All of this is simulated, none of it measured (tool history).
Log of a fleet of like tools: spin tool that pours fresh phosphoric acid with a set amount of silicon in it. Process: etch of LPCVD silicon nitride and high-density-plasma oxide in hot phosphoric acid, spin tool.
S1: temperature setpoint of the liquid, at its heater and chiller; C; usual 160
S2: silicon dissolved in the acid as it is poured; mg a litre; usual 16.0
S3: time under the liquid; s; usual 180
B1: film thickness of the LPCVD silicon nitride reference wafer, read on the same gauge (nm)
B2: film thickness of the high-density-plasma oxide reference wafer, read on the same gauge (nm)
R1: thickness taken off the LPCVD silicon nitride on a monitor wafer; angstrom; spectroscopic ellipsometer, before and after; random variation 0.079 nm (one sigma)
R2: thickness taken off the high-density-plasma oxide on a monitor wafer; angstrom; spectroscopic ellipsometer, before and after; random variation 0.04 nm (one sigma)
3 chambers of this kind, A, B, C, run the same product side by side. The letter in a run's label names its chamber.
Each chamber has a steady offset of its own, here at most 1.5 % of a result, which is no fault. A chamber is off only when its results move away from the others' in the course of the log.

run	hour	S1	S2	S3	B1	B2	R1	R2
1C	9.0	160	16.0	180	109.96	60.015	155.71	8.1776
2B	15.5	160	16.0	180	110.01	60.037	153.42	8.1204
3A	23.9	160	16.0	180	110.00	60.030	154.71	8.7677
4B	31.0	160	16.0	180	109.99	59.989	153.15	8.3947
5C	39.8	160	10.5	180	110.00	60.001	154.06	9.7842
6A	48.7	160	10.5	180	109.99	59.974	153.89	9.4648
7A	56.3	160	10.5	180	110.01	60.000	153.03	9.1807
8B	64.1	160	16.0	180	109.98	59.989	153.39	8.5533
9C	72.9	160	16.0	180	110.00	59.992	154.66	7.9729
10A	83.5	160	16.0	180	110.00	59.967	154.33	8.2685
11C	88.7	160	16.0	180	109.98	60.002	155.47	8.5825
12B	93.7	160	16.0	180	109.99	60.030	154.62	8.8199
13C	98.4	160	16.0	180	110.01	60.000	154.61	7.6786
14A	107.8	160	16.0	180	110.03	59.985	153.85	8.5311
15B	118.0	160	16.0	180	110.01	60.014	155.77	9.1376
16A	123.0	160	16.0	180	109.99	59.971	153.51	8.1267
17B	132.9	160	16.0	180	110.00	59.990	158.02	9.1637
18C	143.5	160	16.0	180	110.01	60.004	154.54	8.7575
19C	149.5	160	16.0	180	110.02	59.996	154.43	8.3329
20A	156.7	160	16.0	180	109.99	60.003	155.72	8.5744
21B	166.0	160	16.0	180	109.98	60.005	160.47	8.6631
22C	174.8	160	16.0	180	110.02	60.034	152.85	8.3663
23B	180.2	160	22.5	180	110.01	60.011	161.76	7.4644
24A	185.9	160	22.5	180	109.99	60.003	154.69	6.8932
25C	195.5	160	22.5	180	110.00	59.982	154.35	7.0445
26B	205.6	160	16.0	180	110.00	60.016	162.56	9.5708
27A	214.0	160	16.0	180	110.00	59.999	154.15	8.4753

Is one chamber off against the others, does the gauge drift, or is nothing wrong? If a chamber is off, say which, and what the likeliest cause is.

Chamber B drifts away from the others.
Cause: liquid hotter than its thermometer reads (K) = 2.18.

Here are 4 candidates for chamber B's next run, each the usual settings with a change, their results left as question marks. Which one brings its results back in line with what the others give on the usual settings?
In line means no further than this from the other chambers' mean on the usual settings: R1 2.80 angstrom; R2 1.4000 angstrom
28B-1	221.6	160.0	17.0	175			?	?
28B-2	221.6	159.5	18.5	170			?	?
28B-3	221.6	160.5	13.5	190			?	?
28B-4	221.6	160.0	15.0	185			?	?

The other chambers' mean on the usual settings: R1 154.17 angstrom; R2 8.5280 angstrom
run	R1	R2
28B-1	160.00	9.3056
28B-2	152.86	8.3698
28B-3	176.62	11.4460
28B-4	169.14	10.3550
28B-2 brings the chamber back in line.

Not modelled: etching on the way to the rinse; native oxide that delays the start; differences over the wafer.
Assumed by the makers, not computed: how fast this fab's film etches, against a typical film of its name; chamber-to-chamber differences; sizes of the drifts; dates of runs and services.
